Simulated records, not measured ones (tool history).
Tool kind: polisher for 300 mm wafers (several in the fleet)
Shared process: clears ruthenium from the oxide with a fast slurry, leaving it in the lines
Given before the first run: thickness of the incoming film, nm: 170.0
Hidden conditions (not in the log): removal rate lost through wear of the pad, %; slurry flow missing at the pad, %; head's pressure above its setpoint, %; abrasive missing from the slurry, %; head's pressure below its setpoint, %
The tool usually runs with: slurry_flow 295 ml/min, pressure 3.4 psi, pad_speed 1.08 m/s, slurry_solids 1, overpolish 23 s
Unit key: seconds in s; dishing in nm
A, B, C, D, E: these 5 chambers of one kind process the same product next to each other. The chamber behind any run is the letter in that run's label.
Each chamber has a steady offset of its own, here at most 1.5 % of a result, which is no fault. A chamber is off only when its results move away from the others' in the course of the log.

run   hour  slurry_flow  pressure  pad_speed  slurry_solids  overpolish  wafers polished on this pad  hours since the slurry nozzle was cleaned  hours since the head pressure was calibrated  hours since the slurry blender was calibrated  seconds  dishing
 1B    4.4          295       3.4       1.08              1          23                          570                                      357.8                                         267.6                                             38   30.867   94.709
 2D    8.8          295       3.4       1.08              1          23                          543                                      600.7                                         339.2                                           61.2   29.653   96.787
 3A   11.2          295       3.4       1.08              1          23                          834                                      694.5                                         538.9                                          327.6   29.946   95.191
      12.9  -- chamber C: slurry nozzle cleaned
 4E     15          295       3.4       1.08              1          23                          258                                      143.7                                         134.3                                          173.7   30.247   94.922
 5C   17.5          350       3.4       1.08              1          23                          868                                        4.6                                           899                                          134.1   28.465   96.437
      18.7  -- chamber A: slurry blender recalibrated
 6B   20.6          350       3.4       1.08              1          23                          718                                        374                                         283.8                                           54.2   29.243   97.364
 7D   24.3          350       3.4       1.08              1          23                          684                                      616.2                                         354.7                                           76.7   28.422   94.092
 8A   28.4          350       3.4       1.08              1          23                          991                                      711.7                                         556.1                                            9.7   28.981   94.834
 9C   31.5          350       3.4       1.08              1          23                          995                                       18.6                                           913                                          148.1   30.231   95.394
      33.9  -- chamber A: worn pad replaced by a new one
10E   35.6          295       3.4       1.08              1          23                          446                                      164.3                                         154.9                                          194.3   30.617   90.944
11A   38.5          295       3.4       1.08              1          30                           42                                      721.8                                         566.2                                           19.8   28.652   116.42
12E   42.9          295       3.4       1.08              1          30                          512                                      171.6                                         162.2                                          201.6   31.205    115.5
      43.8  -- chamber D: head pressure recalibrated
13C   44.8          295       3.4       1.08              1          30                         1117                                       31.9                                         926.3                                          161.4   30.183   116.15
      46.5  -- chamber C: worn pad replaced by a new one
14B     49          295       3.4       1.08              1          30                          977                                      402.4                                         312.2                                           82.6   32.026   110.39
15D   52.9          295       3.4       1.08              1          30                          945                                      644.8                                           9.2                                          105.3   28.178   114.83
16E     56          295       3.4       1.08              1          23                          632                                      184.7                                         175.3                                          214.7   29.577   93.434
17D   59.2          295       4.1       1.08              1          23                         1003                                      651.1                                          15.5                                          111.6   24.221   109.41
18A   62.6          295       4.1       1.08              1          23                          262                                      745.9                                         590.3                                           43.9   24.861   111.05
        64  -- chamber D: slurry nozzle cleaned
19C   65.4          295       4.1       1.08              1          23                          172                                       52.5                                         946.9                                            182    24.22   109.49
20B   67.9          295       4.1       1.08              1          23                         1149                                      421.3                                         331.1                                          101.5   26.461   103.56
21D   71.2          295       4.1       1.08              1          23                         1112                                        7.2                                          27.5                                          123.6   24.278   112.44
22A   75.3          295       3.4       1.08           1.25          23                          377                                      758.6                                           603                                           56.6   26.962   102.23
23C   78.3          295       3.4       1.08           1.25          23                          290                                       65.4                                         959.8                                          194.9   27.563   101.65
24B   82.2          295       3.4       1.08           1.25          23                         1280                                      435.6                                         345.4                                          115.8   29.427   95.031
25E   84.8          295       3.4       1.08           1.25          23                          894                                      213.5                                         204.1                                          243.5   27.016   104.05
26C   88.2          295       3.4       1.08           1.25          23                          380                                       75.3                                         969.7                                          204.8   27.274   102.42
      90.1  -- chamber B: worn pad replaced by a new one
27A   90.7          295       3.4       1.08              1          23                          518                                        774                                         618.4                                             72   30.204   93.507
      92.6  -- chamber D: worn pad replaced by a new one
28B   92.6          295       3.4       0.88              1          23                           23                                        446                                         355.8                                          126.2   40.686   73.275
      92.7  -- chamber C: slurry blender recalibrated
29E   95.8          295       3.4       0.88              1          23                          995                                      224.5                                         215.1                                          254.5   36.488   79.959
30D   99.4          295       3.4       0.88              1          23                           62                                       35.4                                          55.7                                          151.8    34.92   80.665
31B  102.3          295       3.4       0.88              1          23                          111                                      455.7                                         365.5                                          135.9    41.98   72.092
32A  104.2          295       3.4       0.88              1          23                          641                                      787.5                                         631.9                                           85.5   35.639   82.114
33C  106.5          295       3.4       1.08              1          23                          547                                       93.6                                           988                                           13.9    29.38   97.072
34D  110.1          295       3.4       1.08              1          23                          159                                       46.1                                          66.4                                          162.5   30.009    96.48
     111.5  -- chamber E: worn pad replaced by a new one
35E  113.2          295       3.4       1.08              1          23                           15                                      241.9                                         232.5                                          271.9   29.625   93.526

What goes on in this fleet: one chamber off, a drifting gauge, or nothing beyond the chambers' own small offsets? Name the chamber and the cause, if any.

One chamber, B, drifts off from the rest bit by bit.
What lies behind it: abrasive missing from the slurry, % = 26.6.
Not necessarily distinguishable in this log from: head's pressure below its setpoint, %.

Chamber B could run next with any of the 4 candidate recipes listed below; each alters the usual settings, and their results appear as question marks. Which one brings its results back in line with what the other chambers deliver on the usual settings?
To be in line, a result may differ from the other chambers' mean on the usual settings by at most: seconds 1.7 s; dishing 4.8 nm
36B-1  116.4          295       3.2          1           0.95          24                                                                                                                                                                             ?        ?
36B-2  116.4          295       3.3       1.06              1          23                                                                                                                                                                             ?        ?
36B-3  116.4          295       3.6       1.16           1.05          23                                                                                                                                                                             ?        ?
36B-4  116.4          295       3.5        1.1              1          23                                                                                                                                                                             ?        ?

On the usual settings, the other chambers give on average: seconds 29.86 s; dishing 94.697 nm
  run  seconds  dishing
36B-1   42.106   76.979
36B-2   37.466   81.843
36B-3   30.587   96.302
36B-4   34.043   88.462
With 36B-3, the chamber falls back in line with the rest.

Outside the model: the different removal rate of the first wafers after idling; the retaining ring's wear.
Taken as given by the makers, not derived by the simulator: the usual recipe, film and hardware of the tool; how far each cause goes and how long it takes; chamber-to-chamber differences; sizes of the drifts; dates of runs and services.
